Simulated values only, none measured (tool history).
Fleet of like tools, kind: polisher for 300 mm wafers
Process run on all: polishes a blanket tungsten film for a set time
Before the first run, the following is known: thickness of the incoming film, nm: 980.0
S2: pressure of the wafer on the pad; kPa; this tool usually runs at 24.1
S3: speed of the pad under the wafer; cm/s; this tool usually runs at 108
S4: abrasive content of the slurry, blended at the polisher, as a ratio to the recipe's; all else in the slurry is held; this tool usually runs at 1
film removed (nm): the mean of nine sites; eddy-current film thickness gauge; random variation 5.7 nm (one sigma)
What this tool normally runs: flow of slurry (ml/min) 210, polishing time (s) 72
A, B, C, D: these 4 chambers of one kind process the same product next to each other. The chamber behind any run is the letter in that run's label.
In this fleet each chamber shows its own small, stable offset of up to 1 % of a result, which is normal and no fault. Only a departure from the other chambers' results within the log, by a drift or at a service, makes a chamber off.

-- hour=0.9 chamber D: head pressure recalibrated
-- hour=4.8 chamber A: worn pad replaced by a new one
run 1C hour=4.8 | flow_of_slurry_(ml/min)=210 S2=24.1 S3=108 S4=1 polishing_time_(s)=72 | film_removed_(nm)=394.99
-- hour=6.9 chamber B: worn pad replaced by a new one
-- hour=10.7 chamber D: slurry tank refilled with fresh slurry and peroxide
run 2B hour=13.1 | flow_of_slurry_(ml/min)=210 S2=24.1 S3=108 S4=1 polishing_time_(s)=72 | film_removed_(nm)=404.08
run 3A hour=19.9 | flow_of_slurry_(ml/min)=210 S2=24.1 S3=108 S4=1 polishing_time_(s)=72 | film_removed_(nm)=417.39
run 4D hour=26.8 | flow_of_slurry_(ml/min)=210 S2=24.1 S3=108 S4=1 polishing_time_(s)=72 | film_removed_(nm)=418.54
run 5D hour=32.6 | flow_of_slurry_(ml/min)=210 S2=24.1 S3=108 S4=1 polishing_time_(s)=72 | film_removed_(nm)=409.12
run 6B hour=38.9 | flow_of_slurry_(ml/min)=210 S2=24.1 S3=146 S4=1.3 polishing_time_(s)=72 | film_removed_(nm)=594.53
-- hour=41.1 chamber C: slurry nozzle cleaned
run 7C hour=46.9 | flow_of_slurry_(ml/min)=210 S2=24.1 S3=146 S4=1.3 polishing_time_(s)=72 | film_removed_(nm)=576.36
run 8A hour=51.4 | flow_of_slurry_(ml/min)=210 S2=24.1 S3=146 S4=1.3 polishing_time_(s)=72 | film_removed_(nm)=573.07
-- hour=55.3 chamber B: slurry tank refilled with fresh slurry and peroxide
run 9C hour=58.3 | flow_of_slurry_(ml/min)=210 S2=24.1 S3=146 S4=1.3 polishing_time_(s)=72 | film_removed_(nm)=572.68
run 10B hour=62.4 | flow_of_slurry_(ml/min)=210 S2=24.1 S3=108 S4=1 polishing_time_(s)=72 | film_removed_(nm)=401.21
-- hour=68.4 chamber A: worn pad replaced by a new one
run 11D hour=69.1 | flow_of_slurry_(ml/min)=210 S2=24.1 S3=108 S4=1 polishing_time_(s)=72 | film_removed_(nm)=409.46
-- hour=69.3 chamber C: slurry blender recalibrated
run 12A hour=75.4 | flow_of_slurry_(ml/min)=210 S2=24.1 S3=108 S4=1 polishing_time_(s)=72 | film_removed_(nm)=405.11
-- hour=77.6 chamber C: worn pad replaced by a new one
-- hour=79.2 chamber B: slurry blender recalibrated
run 13D hour=82.2 | flow_of_slurry_(ml/min)=210 S2=24.1 S3=108 S4=1 polishing_time_(s)=72 | film_removed_(nm)=417.01
run 14C hour=86.3 | flow_of_slurry_(ml/min)=210 S2=24.1 S3=108 S4=1 polishing_time_(s)=72 | film_removed_(nm)=411.36
run 15A hour=90.7 | flow_of_slurry_(ml/min)=210 S2=24.1 S3=108 S4=1 polishing_time_(s)=72 | film_removed_(nm)=395.15
run 16B hour=96.1 | flow_of_slurry_(ml/min)=185 S2=24.1 S3=108 S4=1.2 polishing_time_(s)=72 | film_removed_(nm)=408.92
run 17A hour=102.8 | flow_of_slurry_(ml/min)=185 S2=24.1 S3=108 S4=1.2 polishing_time_(s)=72 | film_removed_(nm)=402.01
-- hour=106.7 chamber B: slurry nozzle cleaned
run 18C hour=107.4 | flow_of_slurry_(ml/min)=185 S2=24.1 S3=108 S4=1.2 polishing_time_(s)=72 | film_removed_(nm)=403.52
run 19D hour=115.5 | flow_of_slurry_(ml/min)=185 S2=24.1 S3=108 S4=1.2 polishing_time_(s)=72 | film_removed_(nm)=410.23
run 20B hour=122.5 | flow_of_slurry_(ml/min)=210 S2=24.1 S3=108 S4=1 polishing_time_(s)=72 | film_removed_(nm)=407.05
run 21A hour=126.4 | flow_of_slurry_(ml/min)=210 S2=24.1 S3=108 S4=1 polishing_time_(s)=72 | film_removed_(nm)=389.89
-- hour=131 chamber D: worn pad replaced by a new one
run 22D hour=131.1 | flow_of_slurry_(ml/min)=210 S2=24.1 S3=108 S4=1 polishing_time_(s)=72 | film_removed_(nm)=408.39
-- hour=133.2 chamber C: slurry tank refilled with fresh slurry and peroxide
run 23B hour=135.4 | flow_of_slurry_(ml/min)=210 S2=24.1 S3=128 S4=1 polishing_time_(s)=72 | film_removed_(nm)=468.8
-- hour=141.6 chamber B: worn pad replaced by a new one
run 24C hour=142.1 | flow_of_slurry_(ml/min)=210 S2=24.1 S3=128 S4=1 polishing_time_(s)=72 | film_removed_(nm)=480.43
-- hour=142.9 chamber A: worn pad replaced by a new one
run 25C hour=149.5 | flow_of_slurry_(ml/min)=210 S2=24.1 S3=128 S4=1 polishing_time_(s)=72 | film_removed_(nm)=471.63
run 26D hour=155.3 | flow_of_slurry_(ml/min)=210 S2=24.1 S3=128 S4=1 polishing_time_(s)=72 | film_removed_(nm)=480.47
-- hour=155.8 chamber B: slurry tank refilled with fresh slurry and peroxide
-- hour=156.3 chamber A: slurry nozzle cleaned
run 27A hour=163.5 | flow_of_slurry_(ml/min)=210 S2=24.1 S3=108 S4=1 polishing_time_(s)=72 | film_removed_(nm)=388.51
run 28B hour=170.6 | flow_of_slurry_(ml/min)=210 S2=24.1 S3=108 S4=1 polishing_time_(s)=72 | film_removed_(nm)=396.68
run 29B hour=177.1 | flow_of_slurry_(ml/min)=210 S2=24.1 S3=108 S4=1 polishing_time_(s)=72 | film_removed_(nm)=403.8
run 30D hour=181.3 | flow_of_slurry_(ml/min)=210 S2=24.1 S3=108 S4=1 polishing_time_(s)=72 | film_removed_(nm)=398.52
run 31C hour=188 | flow_of_slurry_(ml/min)=210 S2=24.1 S3=108 S4=1 polishing_time_(s)=72 | film_removed_(nm)=401.29
run 32A hour=193.5 | flow_of_slurry_(ml/min)=210 S2=24.1 S3=108 S4=1 polishing_time_(s)=72 | film_removed_(nm)=372.89
run 33D hour=197.9 | flow_of_slurry_(ml/min)=210 S2=24.1 S3=108 S4=1 polishing_time_(s)=72 | film_removed_(nm)=399.25
-- hour=200.8 chamber D: slurry tank refilled with fresh slurry and peroxide
run 34A hour=204.7 | flow_of_slurry_(ml/min)=210 S2=24.1 S3=108 S4=1 polishing_time_(s)=72 | film_removed_(nm)=385.81
-- hour=205.1 chamber C: worn pad replaced by a new one
-- hour=208.2 chamber A: worn pad replaced by a new one
run 35B hour=209 | flow_of_slurry_(ml/min)=255 S2=24.1 S3=94 S4=1 polishing_time_(s)=72 | film_removed_(nm)=360.99
run 36C hour=214.9 | flow_of_slurry_(ml/min)=255 S2=24.1 S3=94 S4=1 polishing_time_(s)=72 | film_removed_(nm)=357
run 37B hour=220.8 | flow_of_slurry_(ml/min)=255 S2=24.1 S3=94 S4=1 polishing_time_(s)=72 | film_removed_(nm)=359.85
run 38D hour=227 | flow_of_slurry_(ml/min)=255 S2=24.1 S3=94 S4=1 polishing_time_(s)=72 | film_removed_(nm)=353.33
run 39C hour=234.2 | flow_of_slurry_(ml/min)=210 S2=24.1 S3=108 S4=1 polishing_time_(s)=72 | film_removed_(nm)=400.41
run 40A hour=238.9 | flow_of_slurry_(ml/min)=210 S2=24.1 S3=108 S4=1 polishing_time_(s)=72 | film_removed_(nm)=376.05

The same settings go to every chamber for the next run, one line per chamber below. Forecast the results for each:
run 41A hour=245 | flow_of_slurry_(ml/min)=210 S2=20.7 S3=108 S4=1 polishing_time_(s)=72 | film_removed_(nm)=?
run 41B hour=245 | flow_of_slurry_(ml/min)=210 S2=20.7 S3=108 S4=1 polishing_time_(s)=72 | film_removed_(nm)=?
run 41C hour=245 | flow_of_slurry_(ml/min)=210 S2=20.7 S3=108 S4=1 polishing_time_(s)=72 | film_removed_(nm)=?
run 41D hour=245 | flow_of_slurry_(ml/min)=210 S2=20.7 S3=108 S4=1 polishing_time_(s)=72 | film_removed_(nm)=?

run=41A film_removed_(nm)=317.82
run=41B film_removed_(nm)=346.43
run=41C film_removed_(nm)=342.84
run=41D film_removed_(nm)=340.82
